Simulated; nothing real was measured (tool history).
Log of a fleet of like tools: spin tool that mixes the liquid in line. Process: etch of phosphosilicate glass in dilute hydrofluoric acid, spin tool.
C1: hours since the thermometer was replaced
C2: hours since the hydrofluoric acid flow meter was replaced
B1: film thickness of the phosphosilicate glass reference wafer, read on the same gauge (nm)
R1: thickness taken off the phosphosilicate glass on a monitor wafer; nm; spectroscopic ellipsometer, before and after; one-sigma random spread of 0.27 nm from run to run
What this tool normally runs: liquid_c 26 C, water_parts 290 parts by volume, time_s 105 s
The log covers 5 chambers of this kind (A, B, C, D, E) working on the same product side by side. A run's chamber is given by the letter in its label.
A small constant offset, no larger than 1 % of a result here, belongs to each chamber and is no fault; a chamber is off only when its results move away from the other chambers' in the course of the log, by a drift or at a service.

run 1D day=0.204 | liquid_c=26 water_parts=290 time_s=105 | C1=643.9 C2=288.3 | B1=90.01 | R1=32.579
run 2A day=0.362 | liquid_c=26 water_parts=290 time_s=105 | C1=494.4 C2=328.5 | B1=90.04 | R1=32.814
run 3C day=0.579 | liquid_c=26 water_parts=290 time_s=105 | C1=1314.9 C2=1048.3 | B1=89.97 | R1=32.586
run 4E day=0.696 | liquid_c=26 water_parts=290 time_s=105 | C1=830.3 C2=661.7 | B1=90.009 | R1=32.559
run 5B day=0.938 | liquid_c=26 water_parts=290 time_s=105 | C1=540 C2=254.9 | B1=90.005 | R1=32.767
run 6D day=1.15 | liquid_c=26 water_parts=290 time_s=105 | C1=666.6 C2=311 | B1=90.002 | R1=32.221
run 7A day=1.375 | liquid_c=26 water_parts=290 time_s=105 | C1=518.7 C2=352.8 | B1=90.012 | R1=32.73
run 8E day=1.562 | liquid_c=26 water_parts=290 time_s=105 | C1=851.1 C2=682.5 | B1=89.98 | R1=32.892
run 9C day=1.717 | liquid_c=26 water_parts=290 time_s=105 | C1=1342.2 C2=1075.6 | B1=89.991 | R1=33.218
run 10B day=1.917 | liquid_c=26 water_parts=290 time_s=105 | C1=563.5 C2=278.4 | B1=89.994 | R1=32.723
run 11C day=2.146 | liquid_c=30.5 water_parts=290 time_s=130 | C1=1352.5 C2=1085.9 | B1=90.001 | R1=47.509
run 12D day=2.412 | liquid_c=30.5 water_parts=290 time_s=130 | C1=696.9 C2=341.3 | B1=89.996 | R1=47.097
run 13A day=2.633 | liquid_c=30.5 water_parts=290 time_s=130 | C1=548.9 C2=383 | B1=90.011 | R1=46.751
run 14E day=2.829 | liquid_c=30.5 water_parts=290 time_s=130 | C1=881.5 C2=712.9 | B1=90.007 | R1=46.742
run 15B day=3.092 | liquid_c=30.5 water_parts=290 time_s=130 | C1=591.7 C2=306.6 | B1=89.992 | R1=46.971
run 16E day=3.325 | liquid_c=26 water_parts=345 time_s=105 | C1=893.4 C2=724.8 | B1=89.984 | R1=25.877
run 17B day=3.479 | liquid_c=26 water_parts=345 time_s=105 | C1=601 C2=315.9 | B1=90.003 | R1=26.004
run 18C day=3.604 | liquid_c=26 water_parts=345 time_s=105 | C1=1387.5 C2=1120.9 | B1=89.97 | R1=26.601
run 19D day=3.871 | liquid_c=26 water_parts=345 time_s=105 | C1=731.9 C2=376.3 | B1=90.012 | R1=25.664
run 20A day=4.054 | liquid_c=26 water_parts=345 time_s=105 | C1=583 C2=417.1 | B1=90.012 | R1=25.86
run 21C day=4.196 | liquid_c=26 water_parts=290 time_s=105 | C1=1401.7 C2=1135.1 | B1=90.015 | R1=34.118
run 22A day=4.388 | liquid_c=28.5 water_parts=290 time_s=60 | C1=591 C2=425.1 | B1=89.989 | R1=20.01
-- day=4.508 chamber A: thermometer replaced
run 23D day=4.583 | liquid_c=28.5 water_parts=290 time_s=60 | C1=749 C2=393.4 | B1=90.033 | R1=20.332
run 24B day=4.75 | liquid_c=28.5 water_parts=290 time_s=60 | C1=631.5 C2=346.4 | B1=89.976 | R1=20.775
run 25E day=4.904 | liquid_c=28.5 water_parts=290 time_s=60 | C1=931.3 C2=762.7 | B1=90.008 | R1=20.138
run 26D day=5.033 | liquid_c=28.5 water_parts=290 time_s=60 | C1=759.8 C2=404.2 | B1=90.018 | R1=20.53
run 27B day=5.258 | liquid_c=26 water_parts=290 time_s=105 | C1=643.7 C2=358.6 | B1=89.991 | R1=33.156
run 28A day=5.488 | liquid_c=26 water_parts=290 time_s=105 | C1=23.6 C2=451.5 | B1=90.037 | R1=32.942
run 29E day=5.65 | liquid_c=26 water_parts=290 time_s=105 | C1=949.2 C2=780.6 | B1=90.039 | R1=32.907
run 30C day=5.783 | liquid_c=26 water_parts=290 time_s=105 | C1=1439.8 C2=1173.2 | B1=90.022 | R1=34.375
run 31D day=5.996 | liquid_c=26 water_parts=290 time_s=105 | C1=782.9 C2=427.3 | B1=90.003 | R1=32.24

One chamber off, gauge drift, or nothing amiss beyond the chambers' own small offsets? If it is a chamber, which one, and what is the likeliest cause?

Chamber C drifts away from the others.
What lies behind it: hydrofluoric acid flow above the setpoint (%) = 4.19.
From this log alone, it may not be told apart from: liquid hotter than its thermometer reads (K).

Below are 4 candidate recipes for chamber C's next run, each the usual settings with a change, their results shown as question marks. Which of them brings C's results back in line with what the other chambers give on the usual settings?
In line here means within this much of the mean the other chambers give on the usual settings: R1 0.96 nm
run 32C-1 day=6.188 | liquid_c=26 water_parts=290 time_s=100 | R1=?
run 32C-2 day=6.188 | liquid_c=26 water_parts=280 time_s=105 | R1=?
run 32C-3 day=6.188 | liquid_c=26 water_parts=280 time_s=110 | R1=?
run 32C-4 day=6.188 | liquid_c=26 water_parts=290 time_s=95 | R1=?

On the usual settings, the other chambers give on average: R1 32.796 nm
run=32C-1 R1=32.821
run=32C-2 R1=36.074
run=32C-3 R1=37.792
run=32C-4 R1=31.18
With 32C-1, the chamber falls back in line with the rest.
